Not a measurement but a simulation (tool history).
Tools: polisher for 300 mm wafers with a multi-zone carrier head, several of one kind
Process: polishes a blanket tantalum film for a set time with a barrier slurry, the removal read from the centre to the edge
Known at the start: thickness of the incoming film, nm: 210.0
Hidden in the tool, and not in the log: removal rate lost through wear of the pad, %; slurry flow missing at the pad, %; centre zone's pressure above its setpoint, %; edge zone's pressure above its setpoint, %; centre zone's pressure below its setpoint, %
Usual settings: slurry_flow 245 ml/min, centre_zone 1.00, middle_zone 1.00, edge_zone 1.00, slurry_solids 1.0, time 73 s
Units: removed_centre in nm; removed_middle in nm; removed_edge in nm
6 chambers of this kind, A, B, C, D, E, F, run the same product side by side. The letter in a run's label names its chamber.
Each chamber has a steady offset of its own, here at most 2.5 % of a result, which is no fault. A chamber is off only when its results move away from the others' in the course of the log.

| run | hour | slurry_flow | centre_zone | middle_zone | edge_zone | slurry_solids | time | wafers polished on this pad | hours since the slurry nozzle was cleaned | hours since the centre zone pressure was calibrated | hours since the edge zone pressure was calibrated | removed_centre | removed_middle | removed_edge |
|---|---|---|---|---|---|---|---|---|---|---|---|---|---|---|
| 1A | 7.1 | 245 | 1.00 | 1.00 | 1.00 | 1.0 | 73 | 107 | 24.1 | 873.2 | 166.8 | 90.462 | 86.730 | 88.925 |
|  | 14.1 | chamber C: worn pad replaced by a new one |
| 2E | 17.1 | 245 | 1.00 | 1.00 | 1.00 | 1.0 | 73 | 522 | 334.3 | 523.4 | 189.5 | 89.766 | 89.149 | 90.391 |
| 3C | 28.5 | 245 | 1.00 | 1.00 | 1.00 | 1.0 | 73 | 118 | 512.3 | 285.2 | 1025.4 | 87.592 | 86.385 | 88.140 |
|  | 29.3 | chamber B: worn pad replaced by a new one |
| 4B | 37.3 | 245 | 1.00 | 1.00 | 1.00 | 1.0 | 73 | 65 | 142.1 | 1085.1 | 1142.3 | 87.453 | 87.829 | 87.410 |
| 5F | 47.0 | 245 | 1.00 | 1.00 | 1.00 | 1.0 | 73 | 478 | 270.0 | 558.6 | 366.4 | 86.664 | 87.644 | 87.181 |
|  | 53.3 | chamber D: worn pad replaced by a new one |
|  | 53.3 | chamber D: centre zone pressure recalibrated |
| 6D | 53.5 | 245 | 1.00 | 1.00 | 1.00 | 1.0 | 73 | 2 | 481.7 | 0.2 | 1005.9 | 87.799 | 87.574 | 87.875 |
|  | 63.2 | chamber F: worn pad replaced by a new one |
| 7A | 63.4 | 245 | 1.00 | 1.00 | 1.00 | 1.0 | 73 | 571 | 80.4 | 929.5 | 223.1 | 89.837 | 89.044 | 87.144 |
| 8C | 69.9 | 245 | 1.00 | 1.00 | 1.00 | 1.0 | 73 | 459 | 553.7 | 326.6 | 1066.8 | 87.162 | 89.480 | 88.260 |
|  | 72.2 | chamber E: worn pad replaced by a new one |
| 9D | 81.5 | 325 | 1.00 | 0.91 | 1.00 | 1.0 | 73 | 232 | 509.7 | 28.2 | 1033.9 | 90.070 | 81.824 | 90.667 |
| 10B | 87.5 | 325 | 1.00 | 0.91 | 1.00 | 1.0 | 73 | 479 | 192.3 | 1135.3 | 1192.5 | 90.013 | 82.289 | 90.453 |
| 11F | 98.4 | 325 | 1.00 | 0.91 | 1.00 | 1.0 | 73 | 289 | 321.4 | 610.0 | 417.8 | 89.123 | 82.716 | 88.328 |
|  | 103.3 | chamber C: worn pad replaced by a new one |
| 12E | 108.9 | 325 | 1.00 | 0.91 | 1.00 | 1.0 | 73 | 302 | 426.1 | 615.2 | 281.3 | 90.994 | 81.653 | 91.877 |
| 13C | 121.6 | 325 | 1.00 | 0.91 | 1.00 | 1.0 | 73 | 151 | 605.4 | 378.3 | 1118.5 | 91.269 | 83.007 | 90.886 |
|  | 129.2 | chamber F: slurry nozzle cleaned |
| 14B | 134.6 | 325 | 1.00 | 0.91 | 1.00 | 1.0 | 73 | 866 | 239.4 | 1182.4 | 1239.6 | 89.530 | 82.697 | 90.460 |
| 15F | 143.9 | 245 | 1.06 | 1.00 | 0.93 | 1.0 | 73 | 664 | 14.7 | 655.5 | 463.3 | 92.461 | 87.913 | 84.276 |
|  | 146.8 | chamber F: worn pad replaced by a new one |
| 16E | 155.0 | 245 | 1.06 | 1.00 | 0.93 | 1.0 | 73 | 681 | 472.2 | 661.3 | 327.4 | 94.235 | 87.028 | 85.550 |
|  | 158.7 | chamber E: centre zone pressure recalibrated |
|  | 158.9 | chamber A: worn pad replaced by a new one |
|  | 159.2 | chamber B: worn pad replaced by a new one |
|  | 159.6 | chamber B: centre zone pressure recalibrated |
| 17A | 162.8 | 245 | 1.06 | 1.00 | 0.93 | 1.0 | 73 | 32 | 179.8 | 1028.9 | 322.5 | 95.348 | 85.250 | 84.131 |
|  | 172.3 | chamber E: edge zone pressure recalibrated |
| 18D | 175.0 | 245 | 1.06 | 1.00 | 0.93 | 1.0 | 73 | 1002 | 603.2 | 121.7 | 1127.4 | 93.131 | 85.536 | 86.426 |
|  | 183.2 | chamber C: worn pad replaced by a new one |
| 19B | 185.0 | 245 | 1.06 | 1.00 | 0.93 | 1.0 | 73 | 212 | 289.8 | 25.4 | 1290.0 | 91.348 | 86.994 | 84.439 |
|  | 186.5 | chamber A: edge zone pressure recalibrated |
|  | 196.5 | chamber D: slurry nozzle cleaned |
| 20D | 197.8 | 245 | 1.06 | 1.00 | 0.93 | 1.0 | 73 | 1189 | 1.3 | 144.5 | 1150.2 | 93.638 | 87.380 | 85.200 |
|  | 205.6 | chamber D: worn pad replaced by a new one |
| 21E | 207.1 | 245 | 1.00 | 1.00 | 1.00 | 1.0 | 73 | 1110 | 524.3 | 48.5 | 34.9 | 77.994 | 87.230 | 90.562 |
|  | 214.4 | chamber E: worn pad replaced by a new one |
|  | 216.5 | chamber F: worn pad replaced by a new one |
| 22C | 217.3 | 245 | 1.00 | 1.00 | 1.00 | 1.0 | 73 | 281 | 701.1 | 474.0 | 1214.2 | 87.422 | 86.386 | 87.982 |
|  | 217.8 | chamber C: slurry nozzle cleaned |
| 23F | 225.2 | 245 | 1.00 | 1.00 | 1.00 | 1.0 | 73 | 72 | 96.0 | 736.8 | 544.6 | 86.446 | 87.642 | 87.684 |
| 24A | 235.8 | 245 | 1.00 | 1.00 | 1.00 | 1.0 | 73 | 633 | 252.8 | 1101.9 | 49.3 | 88.486 | 87.616 | 88.205 |
| 25D | 247.1 | 245 | 1.00 | 1.00 | 1.00 | 1.0 | 73 | 342 | 50.6 | 193.8 | 1199.5 | 86.282 | 87.583 | 87.569 |
| 26A | 254.3 | 245 | 1.00 | 1.00 | 1.00 | 1.0 | 50 | 785 | 271.3 | 1120.4 | 67.8 | 60.854 | 59.229 | 60.404 |
|  | 258.5 | chamber C: worn pad replaced by a new one |
| 27B | 261.8 | 245 | 1.00 | 1.00 | 1.00 | 1.0 | 50 | 844 | 366.6 | 102.2 | 1366.8 | 59.901 | 60.625 | 59.561 |
| 28F | 269.8 | 245 | 1.00 | 1.00 | 1.00 | 1.0 | 50 | 439 | 140.6 | 781.4 | 589.2 | 58.813 | 60.335 | 59.160 |
| 29C | 277.4 | 245 | 1.00 | 1.00 | 1.00 | 1.0 | 50 | 155 | 59.7 | 534.1 | 1274.3 | 59.078 | 60.997 | 60.049 |
|  | 281.9 | chamber F: worn pad replaced by a new one |
| 30E | 286.2 | 245 | 1.00 | 1.00 | 1.00 | 1.0 | 50 | 591 | 603.4 | 127.6 | 114.0 | 54.655 | 61.135 | 62.192 |
|  | 286.3 | chamber B: worn pad replaced by a new one |
| 31C | 297.8 | 245 | 1.00 | 1.00 | 1.00 | 1.0 | 50 | 323 | 80.1 | 554.5 | 1294.7 | 58.946 | 59.060 | 60.445 |
| 32D | 307.4 | 245 | 1.00 | 0.93 | 0.95 | 1.0 | 73 | 838 | 110.9 | 254.1 | 1259.8 | 87.263 | 82.748 | 85.657 |
|  | 310.6 | chamber B: edge zone pressure recalibrated |
|  | 317.2 | chamber D: edge zone pressure recalibrated |
| 33E | 317.6 | 245 | 1.00 | 0.93 | 0.95 | 1.0 | 73 | 849 | 634.8 | 159.0 | 145.4 | 79.662 | 82.804 | 87.440 |
| 34A | 325.4 | 245 | 1.00 | 0.93 | 0.95 | 1.0 | 73 | 1370 | 342.4 | 1191.5 | 138.9 | 88.346 | 82.139 | 85.797 |
| 35B | 337.4 | 245 | 1.00 | 0.93 | 0.95 | 1.0 | 73 | 420 | 442.2 | 177.8 | 26.9 | 86.533 | 81.797 | 85.332 |
| 36F | 346.6 | 245 | 1.00 | 0.93 | 0.95 | 1.0 | 73 | 533 | 217.4 | 858.2 | 666.0 | 87.586 | 82.810 | 83.854 |
|  | 350.2 | chamber F: worn pad replaced by a new one |
| 37F | 357.4 | 245 | 1.00 | 0.93 | 0.95 | 1.0 | 73 | 59 | 228.2 | 869.0 | 676.8 | 88.512 | 83.076 | 84.491 |
|  | 365.6 | chamber D: worn pad replaced by a new one |
| 38D | 368.6 | 245 | 1.00 | 1.00 | 1.00 | 1.2 | 56 | 24 | 172.1 | 315.3 | 51.4 | 70.343 | 70.345 | 70.917 |

Next, every chamber runs the same settings. What will each give?
| 39A | 378.3 | 245 | 1.00 | 1.00 | 1.06 | 1.0 | 73 |  |  |  |  | ? | ? | ? |
| 39B | 378.3 | 245 | 1.00 | 1.00 | 1.06 | 1.0 | 73 |  |  |  |  | ? | ? | ? |
| 39C | 378.3 | 245 | 1.00 | 1.00 | 1.06 | 1.0 | 73 |  |  |  |  | ? | ? | ? |
| 39D | 378.3 | 245 | 1.00 | 1.00 | 1.06 | 1.0 | 73 |  |  |  |  | ? | ? | ? |
| 39E | 378.3 | 245 | 1.00 | 1.00 | 1.06 | 1.0 | 73 |  |  |  |  | ? | ? | ? |
| 39F | 378.3 | 245 | 1.00 | 1.00 | 1.06 | 1.0 | 73 |  |  |  |  | ? | ? | ? |

| run | removed_centre | removed_middle | removed_edge |
|---|---|---|---|
| 39A | 88.999 | 87.039 | 91.280 |
| 39B | 87.370 | 89.875 | 89.808 |
| 39C | 86.504 | 87.044 | 90.969 |
| 39D | 87.380 | 87.979 | 90.358 |
| 39E | 79.515 | 87.355 | 92.585 |
| 39F | 86.831 | 88.279 | 90.674 |

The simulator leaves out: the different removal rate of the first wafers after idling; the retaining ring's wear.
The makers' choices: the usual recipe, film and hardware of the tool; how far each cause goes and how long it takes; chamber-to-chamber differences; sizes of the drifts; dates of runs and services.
